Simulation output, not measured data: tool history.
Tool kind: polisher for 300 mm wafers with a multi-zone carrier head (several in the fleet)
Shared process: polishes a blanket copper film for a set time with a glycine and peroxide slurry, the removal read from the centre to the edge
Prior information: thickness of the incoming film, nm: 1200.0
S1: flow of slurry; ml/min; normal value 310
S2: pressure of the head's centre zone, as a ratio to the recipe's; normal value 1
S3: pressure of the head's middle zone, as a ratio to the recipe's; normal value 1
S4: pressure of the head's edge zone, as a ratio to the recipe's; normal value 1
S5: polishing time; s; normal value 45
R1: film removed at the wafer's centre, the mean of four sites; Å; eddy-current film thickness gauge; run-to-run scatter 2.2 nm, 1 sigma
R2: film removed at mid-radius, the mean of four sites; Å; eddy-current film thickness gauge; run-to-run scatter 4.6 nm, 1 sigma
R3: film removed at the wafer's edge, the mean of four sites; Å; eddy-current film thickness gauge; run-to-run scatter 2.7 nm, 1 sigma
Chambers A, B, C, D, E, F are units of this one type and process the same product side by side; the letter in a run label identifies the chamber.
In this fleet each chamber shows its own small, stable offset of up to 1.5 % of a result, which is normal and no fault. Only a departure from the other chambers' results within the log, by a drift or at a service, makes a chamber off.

-- day=0.008 chamber F: centre zone pressure recalibrated
-- day=0.546 chamber E: worn pad replaced by a new one
run 1F day=0.642 | S1=310 S2=1 S3=1 S4=1 S5=45 | R1=3442.4 R2=3405.9 R3=3441.2
run 2D day=1.079 | S1=310 S2=1 S3=1 S4=1 S5=45 | R1=3489.6 R2=3348.7 R3=3426.7
run 3C day=1.512 | S1=310 S2=1 S3=1 S4=1 S5=45 | R1=3457.5 R2=3464.3 R3=3475.4
-- day=1.808 chamber B: worn pad replaced by a new one
-- day=1.862 chamber F: worn pad replaced by a new one
run 4A day=2.008 | S1=310 S2=1 S3=1 S4=1 S5=45 | R1=3427.5 R2=3440 R3=3377.7
run 5B day=2.354 | S1=310 S2=1 S3=1 S4=1 S5=45 | R1=3494.8 R2=3412.4 R3=3464.9
run 6E day=2.912 | S1=310 S2=1 S3=1 S4=1 S5=45 | R1=3403.4 R2=3443.1 R3=3442.1
-- day=3.092 chamber C: worn pad replaced by a new one
-- day=3.358 chamber D: worn pad replaced by a new one
run 7B day=3.533 | S1=310 S2=1 S3=1 S4=1 S5=45 | R1=3484.6 R2=3516.3 R3=3452.4
-- day=3.642 chamber A: worn pad replaced by a new one
run 8E day=3.896 | S1=310 S2=1 S3=1 S4=1 S5=45 | R1=3464.2 R2=3454.7 R3=3443.1
run 9C day=4.192 | S1=310 S2=1 S3=1 S4=1 S5=45 | R1=3427.8 R2=3390.5 R3=3430.8
run 10F day=4.742 | S1=310 S2=1 S3=1 S4=1 S5=45 | R1=3455.2 R2=3404.9 R3=3447.5
-- day=4.858 chamber F: slurry nozzle cleaned
-- day=5.179 chamber E: worn pad replaced by a new one
run 11D day=5.325 | S1=310 S2=1 S3=1 S4=1 S5=45 | R1=3475.6 R2=3378.6 R3=3450.6
-- day=5.329 chamber E: edge zone pressure recalibrated
run 12A day=5.729 | S1=310 S2=1 S3=1 S4=1 S5=45 | R1=3462.7 R2=3438.4 R3=3415.1
-- day=5.95 chamber F: worn pad replaced by a new one
-- day=5.971 chamber B: worn pad replaced by a new one
run 13D day=6.325 | S1=310 S2=1 S3=1 S4=1 S5=45 | R1=3472.4 R2=3411.4 R3=3458.2
run 14E day=6.85 | S1=310 S2=1 S3=1 S4=1 S5=45 | R1=3448.4 R2=3452.9 R3=3432.2
-- day=7.05 chamber D: slurry nozzle cleaned
-- day=7.283 chamber C: worn pad replaced by a new one
run 15C day=7.358 | S1=310 S2=1 S3=1 S4=1 S5=45 | R1=3470 R2=3370.3 R3=3480.5
-- day=7.488 chamber D: worn pad replaced by a new one
-- day=7.783 chamber A: worn pad replaced by a new one
run 16B day=7.875 | S1=310 S2=1 S3=1 S4=1 S5=45 | R1=3463.8 R2=3446.7 R3=3419.3
run 17F day=8.171 | S1=310 S2=1 S3=1 S4=1 S5=45 | R1=3455.3 R2=3448 R3=3474.7
run 18A day=8.6 | S1=310 S2=1.1 S3=1 S4=1.04 S5=45 | R1=3826.4 R2=3478.6 R3=3471.7
-- day=8.796 chamber E: worn pad replaced by a new one
-- day=9.05 chamber B: edge zone pressure recalibrated
-- day=9.083 chamber B: centre zone pressure recalibrated
run 19B day=9.204 | S1=310 S2=1.1 S3=1 S4=1.04 S5=45 | R1=3860.5 R2=3500.2 R3=3560.8
run 20E day=9.804 | S1=310 S2=1.1 S3=1 S4=1.04 S5=45 | R1=3815.1 R2=3427.2 R3=3543.6
-- day=9.871 chamber F: worn pad replaced by a new one
run 21A day=10.133 | S1=310 S2=1.1 S3=1 S4=1.04 S5=45 | R1=3786.1 R2=3466.9 R3=3441.4
run 22C day=10.508 | S1=310 S2=1.1 S3=1 S4=1.04 S5=45 | R1=3770.3 R2=3369.4 R3=3519
-- day=10.558 chamber C: centre zone pressure recalibrated
-- day=10.6 chamber B: worn pad replaced by a new one
-- day=10.754 chamber C: slurry nozzle cleaned
-- day=10.925 chamber C: worn pad replaced by a new one
-- day=11.017 chamber A: slurry nozzle cleaned
run 23D day=11.162 | S1=310 S2=1.1 S3=1 S4=1.04 S5=45 | R1=3826.2 R2=3391.9 R3=3536.8
run 24F day=11.617 | S1=310 S2=1 S3=1 S4=1 S5=45 | R1=3469.3 R2=3462.5 R3=3433.8
-- day=11.858 chamber A: centre zone pressure recalibrated
-- day=12 chamber D: worn pad replaced by a new one
-- day=12.162 chamber A: worn pad replaced by a new one
run 25F day=12.292 | S1=310 S2=1 S3=1 S4=0.94 S5=45 | R1=3453 R2=3433.2 R3=3328.8
-- day=12.35 chamber E: worn pad replaced by a new one
run 26C day=12.779 | S1=310 S2=1 S3=1 S4=0.94 S5=45 | R1=3476.2 R2=3382.1 R3=3414
-- day=12.925 chamber E: slurry nozzle cleaned
run 27E day=13.4 | S1=310 S2=1 S3=1 S4=0.94 S5=45 | R1=3411.9 R2=3422.9 R3=3348.9
-- day=13.421 chamber E: centre zone pressure recalibrated
-- day=13.925 chamber F: worn pad replaced by a new one
run 28A day=14 | S1=310 S2=1 S3=1 S4=0.94 S5=45 | R1=3405.9 R2=3492.2 R3=3338.2
-- day=14.575 chamber F: slurry nozzle cleaned
run 29B day=14.654 | S1=310 S2=1 S3=1 S4=0.94 S5=45 | R1=3476.8 R2=3403.4 R3=3346
-- day=14.962 chamber B: worn pad replaced by a new one
run 30D day=15.254 | S1=310 S2=1 S3=1 S4=0.94 S5=45 | R1=3437.8 R2=3448.1 R3=3348.6
-- day=15.379 chamber C: worn pad replaced by a new one
-- day=15.762 chamber D: worn pad replaced by a new one
run 31E day=15.829 | S1=310 S2=1 S3=1 S4=1 S5=45 | R1=3447.2 R2=3458.1 R3=3522
-- day=15.933 chamber A: worn pad replaced by a new one
run 32D day=16.333 | S1=220 S2=1 S3=1.05 S4=1 S5=45 | R1=3343 R2=3435.4 R3=3353.1
run 33B day=16.775 | S1=220 S2=1 S3=1.05 S4=1 S5=45 | R1=3327.8 R2=3504.5 R3=3397
run 34A day=17.4 | S1=220 S2=1 S3=1.05 S4=1 S5=45 | R1=3263.4 R2=3439.1 R3=3328
-- day=17.85 chamber F: worn pad replaced by a new one
run 35C day=17.933 | S1=220 S2=1 S3=1.05 S4=1 S5=45 | R1=3301.6 R2=3391 R3=3376.8
run 36F day=18.325 | S1=220 S2=1 S3=1.05 S4=1 S5=45 | R1=3319.7 R2=3398.7 R3=3361.3
run 37F day=18.692 | S1=220 S2=1 S3=1.05 S4=1 S5=45 | R1=3281.3 R2=3450.4 R3=3348.3
-- day=19.017 chamber B: worn pad replaced by a new one
run 38D day=19.067 | S1=310 S2=1.09 S3=1 S4=1 S5=57 | R1=4797.1 R2=4365.1 R3=4334.4
run 39A day=19.65 | S1=310 S2=1.09 S3=1 S4=1 S5=57 | R1=4746.1 R2=4459.4 R3=4290.6
run 40B day=20.254 | S1=310 S2=1.09 S3=1 S4=1 S5=57 | R1=4850.1 R2=4449.4 R3=4406.4

For the next run the whole fleet of 6 chambers uses the same settings. Give each chamber's results:
run 41A day=20.742 | S1=310 S2=1 S3=1 S4=1 S5=45 | R1=? R2=? R3=?
run 41B day=20.742 | S1=310 S2=1 S3=1 S4=1 S5=45 | R1=? R2=? R3=?
run 41C day=20.742 | S1=310 S2=1 S3=1 S4=1 S5=45 | R1=? R2=? R3=?
run 41D day=20.742 | S1=310 S2=1 S3=1 S4=1 S5=45 | R1=? R2=? R3=?
run 41E day=20.742 | S1=310 S2=1 S3=1 S4=1 S5=45 | R1=? R2=? R3=?
run 41F day=20.742 | S1=310 S2=1 S3=1 S4=1 S5=45 | R1=? R2=? R3=?

run=41A R1=3448.7 R2=3472.2 R3=3401
run=41B R1=3440.7 R2=3515.7 R3=3440.4
run=41C R1=3393.4 R2=3442.6 R3=3536.9
run=41D R1=3487 R2=3353 R3=3399.1
run=41E R1=3450.3 R2=3417.6 R3=3457.9
run=41F R1=3475.2 R2=3361.8 R3=3429.8

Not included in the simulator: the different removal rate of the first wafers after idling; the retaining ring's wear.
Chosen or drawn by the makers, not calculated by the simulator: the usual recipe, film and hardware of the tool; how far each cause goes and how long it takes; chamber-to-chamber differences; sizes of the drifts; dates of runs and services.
